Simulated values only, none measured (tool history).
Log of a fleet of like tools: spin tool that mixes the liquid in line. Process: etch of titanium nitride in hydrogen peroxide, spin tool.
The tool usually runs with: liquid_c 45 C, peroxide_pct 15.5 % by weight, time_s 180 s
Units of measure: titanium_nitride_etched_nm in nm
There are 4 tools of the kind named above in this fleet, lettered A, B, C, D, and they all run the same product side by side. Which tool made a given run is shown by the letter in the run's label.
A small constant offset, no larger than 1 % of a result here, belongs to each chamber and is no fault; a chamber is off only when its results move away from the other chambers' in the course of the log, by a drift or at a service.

run,hour,liquid_c,peroxide_pct,time_s,hours since the thermometer was replaced,hours since the peroxide flow meter was replaced,hours since the heated supply line was repaired,hours since the drum of peroxide was connected,"read-back film thickness of the titanium nitride reference wafer, read on the same gauge (nm)",titanium_nitride_etched_nm
# hour 7.7: chamber B: thermometer replaced
1A,10.3,45,15.5,180,701.4,53.7,734.6,341.4,129.98,2.883
2C,16,45,15.5,180,2120.3,208.2,320.2,545.4,129.99,2.8674
3D,24.3,45,15.5,180,216.8,1163.7,713.1,277,130.01,2.9142
4B,32.9,45,15.5,180,25.3,193.6,2254,171.7,130,3.0244
5B,39.5,45,15.5,180,31.9,200.2,2260.6,178.3,130,2.9328
6D,45.3,45,15.5,180,237.8,1184.7,734.1,298,130,2.9809
7A,53.5,45,15.5,180,744.6,96.9,777.8,384.6,130.05,2.9204
8C,64,45,15.5,180,2168.3,256.2,368.2,593.4,130.01,2.8892
9C,73.3,45,15.5,180,2177.6,265.5,377.5,602.7,130.02,2.9308
10A,79,45,15.5,180,770.1,122.4,803.3,410.1,130.03,2.9092
11D,84.4,45,15.5,180,276.9,1223.8,773.2,337.1,130,2.9652
12B,93.7,45,15.5,180,86.1,254.4,2314.8,232.5,129.99,2.9105
# hour 95.1: chamber A: new drum of peroxide connected
13C,100.8,45,15.5,180,2205.1,293,405,630.2,129.96,2.9127
14B,110,45,15.5,180,102.4,270.7,2331.1,248.8,129.98,2.9572
15A,118.4,50.5,15.5,180,809.5,161.8,842.7,23.3,130,4.3642
16D,127.5,50.5,15.5,180,320,1266.9,816.3,380.2,130,4.4104
17D,134.8,50.5,15.5,180,327.3,1274.2,823.6,387.5,129.96,4.4618
18A,140.1,50.5,15.5,180,831.2,183.5,864.4,45,130,4.4513
19B,146.1,48,15.5,265,138.5,306.8,2367.2,284.9,130.02,5.4369
20C,154.4,48,15.5,265,2258.7,346.6,458.6,683.8,130,5.4972
21B,161.7,48,15.5,265,154.1,322.4,2382.8,300.5,129.96,5.3305
# hour 164.6: chamber D: peroxide flow meter replaced
22D,167.5,48,15.5,265,360,2.9,856.3,420.2,130,5.3731
23C,174.5,45,15.5,180,2278.8,366.7,478.7,703.9,130.01,2.9284
24A,181.5,45,15.5,180,872.6,224.9,905.8,86.4,130,3.0627
# hour 183.6: chamber B: heated supply line repaired
25B,187.6,45,15.5,180,180,348.3,4,326.4,129.99,2.923
26C,197.7,45,15.5,180,2302,389.9,501.9,727.1,130.02,2.9603
27A,207.9,45,15.5,180,899,251.3,932.2,112.8,130.02,3.0847
28D,215.4,45,15.5,180,407.9,50.8,904.2,468.1,129.99,2.9319
29B,225.2,45,15.5,180,217.6,385.9,41.6,364,129.95,2.9303
30C,232.1,45,18,95,2336.4,424.3,536.3,761.5,129.98,1.5889
31D,237.6,45,18,95,430.1,73,926.4,490.3,130.01,1.6016
32A,244,45,18,95,935.1,287.4,968.3,148.9,129.98,1.708

The same settings go to every chamber for the next run, one line per chamber below. Forecast the results for each:
33A,251.9,45,15.5,180,,,,,,?
33B,251.9,45,15.5,180,,,,,,?
33C,251.9,45,15.5,180,,,,,,?
33D,251.9,45,15.5,180,,,,,,?

run,titanium_nitride_etched_nm
33A,3.2001
33B,2.9408
33C,2.9338
33D,3.0014
